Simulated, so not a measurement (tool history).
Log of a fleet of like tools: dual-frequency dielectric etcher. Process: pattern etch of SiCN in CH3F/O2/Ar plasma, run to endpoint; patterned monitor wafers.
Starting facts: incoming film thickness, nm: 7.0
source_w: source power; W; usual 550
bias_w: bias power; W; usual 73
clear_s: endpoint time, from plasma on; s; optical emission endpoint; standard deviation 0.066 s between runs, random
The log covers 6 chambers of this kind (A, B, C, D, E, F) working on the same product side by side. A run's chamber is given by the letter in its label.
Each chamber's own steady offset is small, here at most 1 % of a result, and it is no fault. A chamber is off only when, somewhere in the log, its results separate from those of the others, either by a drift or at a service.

run	hour	source_w	bias_w	hours since the last wet clean	hours since the last source power generator calibration	hours since the last bias power generator calibration	clear_s
1E	8.9	550	73	138.4	2802.1	2449.0	16.618
2B	16.8	550	73	359.9	724.4	1162.5	16.426
3F	22.4	550	73	333.6	1815.9	2886.1	16.600
4A	30.1	550	73	269.9	1825.1	141.2	16.332
5D	34.6	550	73	234.4	2977.9	592.2	16.620
6C	40.2	550	73	324.9	4701.5	1237.0	16.537
7F	50.0	550	73	361.2	1843.5	2913.7	16.622
8B	60.1	550	73	403.2	767.7	1205.8	16.453
9A	65.5	550	73	305.3	1860.5	176.6	16.282
10C	75.0	550	73	359.7	4736.3	1271.8	16.520
11D	81.6	550	73	281.4	3024.9	639.2	16.578
12E	90.5	550	73	220.0	2883.7	2530.6	16.594
13F	96.1	550	73	407.3	1889.6	2959.8	16.622
14D	105.2	550	73	305.0	3048.5	662.8	16.709
15B	111.5	500	66	454.6	819.1	1257.2	17.684
16E	119.2	500	66	248.7	2912.4	2559.3	17.846
# hour 125.4: chamber A: wet clean of the chamber
17C	129.6	500	66	414.3	4790.9	1326.4	17.754
18A	134.6	500	66	9.3	1929.6	245.7	17.411
19F	142.0	500	66	453.2	1935.5	3005.7	18.021
20C	149.1	500	66	433.8	4810.4	1345.9	17.744
21E	155.1	440	83	284.6	2948.3	2595.2	17.213
22A	162.6	440	83	37.3	1957.6	273.7	17.037
23D	167.9	440	83	367.7	3111.2	725.5	17.366
24B	172.7	440	83	515.8	880.3	1318.4	16.924
# hour 173.6: chamber F: source power generator calibrated
# hour 180.3: chamber D: source power generator calibrated
25D	181.3	440	83	381.1	1.1	738.9	17.263
26B	187.5	440	83	530.6	895.1	1333.2	17.026
27C	193.0	550	73	477.7	4854.3	1389.8	16.487
28F	201.6	550	73	512.8	28.0	3065.3	17.006
29E	210.6	550	73	340.1	3003.8	2650.7	16.752
30A	217.8	550	73	92.5	2012.8	328.9	16.390
31B	222.7	550	73	565.8	930.3	1368.4	16.407
# hour 223.8: chamber E: wet clean of the chamber
32C	228.5	660	63	513.2	4889.8	1425.3	16.297
33E	236.2	660	63	12.5	3029.4	2676.3	16.260
# hour 238.0: chamber C: wet clean of the chamber
34A	242.4	660	63	117.1	2037.4	353.5	16.000
35D	252.1	660	63	451.9	71.9	809.7	16.376
36F	261.2	660	63	572.4	87.6	3124.9	16.835
37D	270.9	660	63	470.7	90.7	828.5	16.333
# hour 272.3: chamber B: wet clean of the chamber
38B	279.7	550	73	7.4	987.3	1425.4	16.300
# hour 282.7: chamber F: bias power generator calibrated
39E	289.7	460	73	66.0	3082.9	2729.8	17.817
40F	295.1	460	73	606.3	121.5	12.4	18.362
41C	302.0	460	73	64.1	4963.3	1498.8	17.677

Is one chamber off against the others, does the gauge drift, or is nothing wrong? If a chamber is off, say which, and what the likeliest cause is.

Little by little, chamber F moves away from the other chambers.
Cause: etch rate under this chamber's usual, % = 3.41.

Which of the 4 candidates below, each the usual settings with something changed and its results left as question marks, puts chamber F back in line with what the other chambers give on the usual settings?
A result is in line if it is within this distance of the other chambers' mean on the usual settings: clear_s 0.230 s
42F-1	309.4	600	79				?
42F-2	309.4	520	69				?
42F-3	309.4	610	73				?
42F-4	309.4	550	61				?

Average result of the remaining chambers running the usual settings: clear_s 16.514 s
run	clear_s
42F-1	16.175
42F-2	17.909
42F-3	16.518
42F-4	18.267
It is 42F-3 that realigns the chamber with its peers.

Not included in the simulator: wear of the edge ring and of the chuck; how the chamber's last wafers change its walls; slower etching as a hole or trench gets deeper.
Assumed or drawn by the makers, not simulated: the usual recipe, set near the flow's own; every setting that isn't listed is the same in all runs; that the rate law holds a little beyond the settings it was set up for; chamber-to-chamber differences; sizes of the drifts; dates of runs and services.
